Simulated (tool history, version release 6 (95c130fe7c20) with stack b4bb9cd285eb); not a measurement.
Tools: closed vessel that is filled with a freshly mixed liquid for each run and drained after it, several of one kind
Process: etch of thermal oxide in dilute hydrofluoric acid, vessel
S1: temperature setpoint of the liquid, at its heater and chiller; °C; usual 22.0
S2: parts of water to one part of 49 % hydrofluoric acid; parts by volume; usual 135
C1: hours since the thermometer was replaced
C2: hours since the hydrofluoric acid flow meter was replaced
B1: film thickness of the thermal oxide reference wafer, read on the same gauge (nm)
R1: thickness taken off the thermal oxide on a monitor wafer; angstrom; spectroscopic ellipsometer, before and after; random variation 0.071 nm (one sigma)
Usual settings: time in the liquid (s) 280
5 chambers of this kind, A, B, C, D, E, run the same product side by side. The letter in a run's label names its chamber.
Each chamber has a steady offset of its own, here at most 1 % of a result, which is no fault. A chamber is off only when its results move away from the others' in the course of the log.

{"run": "1C", "hour": 4.2, "S1": 22.0, "S2": 135, "time in the liquid (s)": 280, "C1": 1015.1, "C2": 870.2, "B1": 29.997, "R1": 91.844}
{"run": "2D", "hour": 8.0, "S1": 22.0, "S2": 135, "time in the liquid (s)": 280, "C1": 1197.9, "C2": 216.0, "B1": 30.004, "R1": 91.66}
{"run": "3A", "hour": 13.3, "S1": 22.0, "S2": 135, "time in the liquid (s)": 280, "C1": 680.5, "C2": 401.6, "B1": 30.02, "R1": 91.424}
{"run": "4E", "hour": 18.8, "S1": 22.0, "S2": 135, "time in the liquid (s)": 280, "C1": 851.3, "C2": 1486.4, "B1": 30.004, "R1": 92.47}
{"run": "5B", "hour": 22.3, "S1": 22.0, "S2": 135, "time in the liquid (s)": 280, "C1": 487.2, "C2": 1427.5, "B1": 29.988, "R1": 90.841}
{"hour": 28.2, "done": "chamber A: thermometer replaced"}
{"run": "6C", "hour": 28.5, "S1": 22.0, "S2": 135, "time in the liquid (s)": 280, "C1": 1039.4, "C2": 894.5, "B1": 30.0, "R1": 91.319}
{"run": "7E", "hour": 34.6, "S1": 22.0, "S2": 135, "time in the liquid (s)": 280, "C1": 867.1, "C2": 1502.2, "B1": 30.008, "R1": 93.047}
{"run": "8A", "hour": 38.0, "S1": 20.0, "S2": 135, "time in the liquid (s)": 280, "C1": 9.9, "C2": 426.3, "B1": 30.006, "R1": 83.231}
{"run": "9B", "hour": 43.5, "S1": 20.0, "S2": 135, "time in the liquid (s)": 280, "C1": 508.4, "C2": 1448.7, "B1": 30.008, "R1": 83.205}
{"run": "10D", "hour": 47.4, "S1": 20.0, "S2": 135, "time in the liquid (s)": 280, "C1": 1237.3, "C2": 255.4, "B1": 30.003, "R1": 82.771}
{"run": "11C", "hour": 51.2, "S1": 20.0, "S2": 135, "time in the liquid (s)": 280, "C1": 1062.1, "C2": 917.2, "B1": 30.005, "R1": 84.147}
{"run": "12E", "hour": 54.3, "S1": 20.0, "S2": 135, "time in the liquid (s)": 280, "C1": 886.8, "C2": 1521.9, "B1": 30.01, "R1": 83.977}
{"run": "13B", "hour": 59.6, "S1": 20.5, "S2": 135, "time in the liquid (s)": 280, "C1": 524.5, "C2": 1464.8, "B1": 30.002, "R1": 86.424}
{"run": "14A", "hour": 62.6, "S1": 20.5, "S2": 135, "time in the liquid (s)": 280, "C1": 34.5, "C2": 450.9, "B1": 30.009, "R1": 86.114}
{"run": "15D", "hour": 66.8, "S1": 20.5, "S2": 135, "time in the liquid (s)": 280, "C1": 1256.7, "C2": 274.8, "B1": 30.005, "R1": 87.247}
{"run": "16D", "hour": 71.9, "S1": 20.5, "S2": 135, "time in the liquid (s)": 280, "C1": 1261.8, "C2": 279.9, "B1": 29.987, "R1": 86.516}
{"run": "17C", "hour": 77.1, "S1": 20.5, "S2": 135, "time in the liquid (s)": 280, "C1": 1088.0, "C2": 943.1, "B1": 30.005, "R1": 85.501}
{"run": "18A", "hour": 82.7, "S1": 22.0, "S2": 135, "time in the liquid (s)": 280, "C1": 54.6, "C2": 471.0, "B1": 29.985, "R1": 90.846}
{"run": "19E", "hour": 88.2, "S1": 22.0, "S2": 135, "time in the liquid (s)": 280, "C1": 920.7, "C2": 1555.8, "B1": 30.001, "R1": 91.178}
{"run": "20B", "hour": 93.8, "S1": 22.0, "S2": 135, "time in the liquid (s)": 280, "C1": 558.7, "C2": 1499.0, "B1": 30.024, "R1": 89.713}
{"run": "21C", "hour": 99.2, "S1": 22.0, "S2": 135, "time in the liquid (s)": 280, "C1": 1110.1, "C2": 965.2, "B1": 30.011, "R1": 91.272}
{"run": "22B", "hour": 104.1, "S1": 22.0, "S2": 135, "time in the liquid (s)": 280, "C1": 569.0, "C2": 1509.3, "B1": 29.999, "R1": 90.423}
{"run": "23D", "hour": 108.0, "S1": 22.0, "S2": 135, "time in the liquid (s)": 280, "C1": 1297.9, "C2": 316.0, "B1": 30.019, "R1": 95.441}
{"run": "24A", "hour": 112.2, "S1": 22.0, "S2": 135, "time in the liquid (s)": 280, "C1": 84.1, "C2": 500.5, "B1": 29.991, "R1": 90.554}
{"run": "25E", "hour": 116.0, "S1": 22.0, "S2": 135, "time in the liquid (s)": 280, "C1": 948.5, "C2": 1583.6, "B1": 30.002, "R1": 92.106}
{"hour": 119.8, "done": "chamber E: thermometer replaced"}
{"run": "26C", "hour": 121.3, "S1": 22.0, "S2": 135, "time in the liquid (s)": 280, "C1": 1132.2, "C2": 987.3, "B1": 29.99, "R1": 91.252}
{"run": "27A", "hour": 125.6, "S1": 22.0, "S2": 135, "time in the liquid (s)": 280, "C1": 97.5, "C2": 513.9, "B1": 30.003, "R1": 90.294}
{"run": "28E", "hour": 131.2, "S1": 22.0, "S2": 135, "time in the liquid (s)": 280, "C1": 11.5, "C2": 1598.8, "B1": 30.007, "R1": 91.369}
{"run": "29B", "hour": 137.0, "S1": 22.0, "S2": 135, "time in the liquid (s)": 280, "C1": 601.9, "C2": 1542.2, "B1": 29.996, "R1": 90.843}
{"run": "30D", "hour": 142.2, "S1": 22.0, "S2": 135, "time in the liquid (s)": 280, "C1": 1332.1, "C2": 350.2, "B1": 29.979, "R1": 97.184}
{"run": "31B", "hour": 147.6, "S1": 22.0, "S2": 135, "time in the liquid (s)": 280, "C1": 612.5, "C2": 1552.8, "B1": 30.002, "R1": 89.587}
{"run": "32E", "hour": 150.7, "S1": 25.0, "S2": 135, "time in the liquid (s)": 280, "C1": 31.0, "C2": 1618.3, "B1": 29.988, "R1": 103.18}
{"run": "33C", "hour": 153.4, "S1": 25.0, "S2": 135, "time in the liquid (s)": 280, "C1": 1164.3, "C2": 1019.4, "B1": 29.999, "R1": 100.69}
{"run": "34A", "hour": 156.6, "S1": 25.0, "S2": 135, "time in the liquid (s)": 280, "C1": 128.5, "C2": 544.9, "B1": 30.001, "R1": 100.65}
{"run": "35D", "hour": 162.1, "S1": 25.0, "S2": 135, "time in the liquid (s)": 280, "C1": 1352.0, "C2": 370.1, "B1": 29.978, "R1": 113.01}

Next, every chamber runs the same settings. What will each give?
{"run": "36A", "hour": 166.5, "S1": 22.0, "S2": 135, "time in the liquid (s)": 380, "R1": "?"}
{"run": "36B", "hour": 166.5, "S1": 22.0, "S2": 135, "time in the liquid (s)": 380, "R1": "?"}
{"run": "36C", "hour": 166.5, "S1": 22.0, "S2": 135, "time in the liquid (s)": 380, "R1": "?"}
{"run": "36D", "hour": 166.5, "S1": 22.0, "S2": 135, "time in the liquid (s)": 380, "R1": "?"}
{"run": "36E", "hour": 166.5, "S1": 22.0, "S2": 135, "time in the liquid (s)": 380, "R1": "?"}

run=36A R1=124.740
run=36B R1=122.790
run=36C R1=124.900
run=36D R1=134.720
run=36E R1=124.510
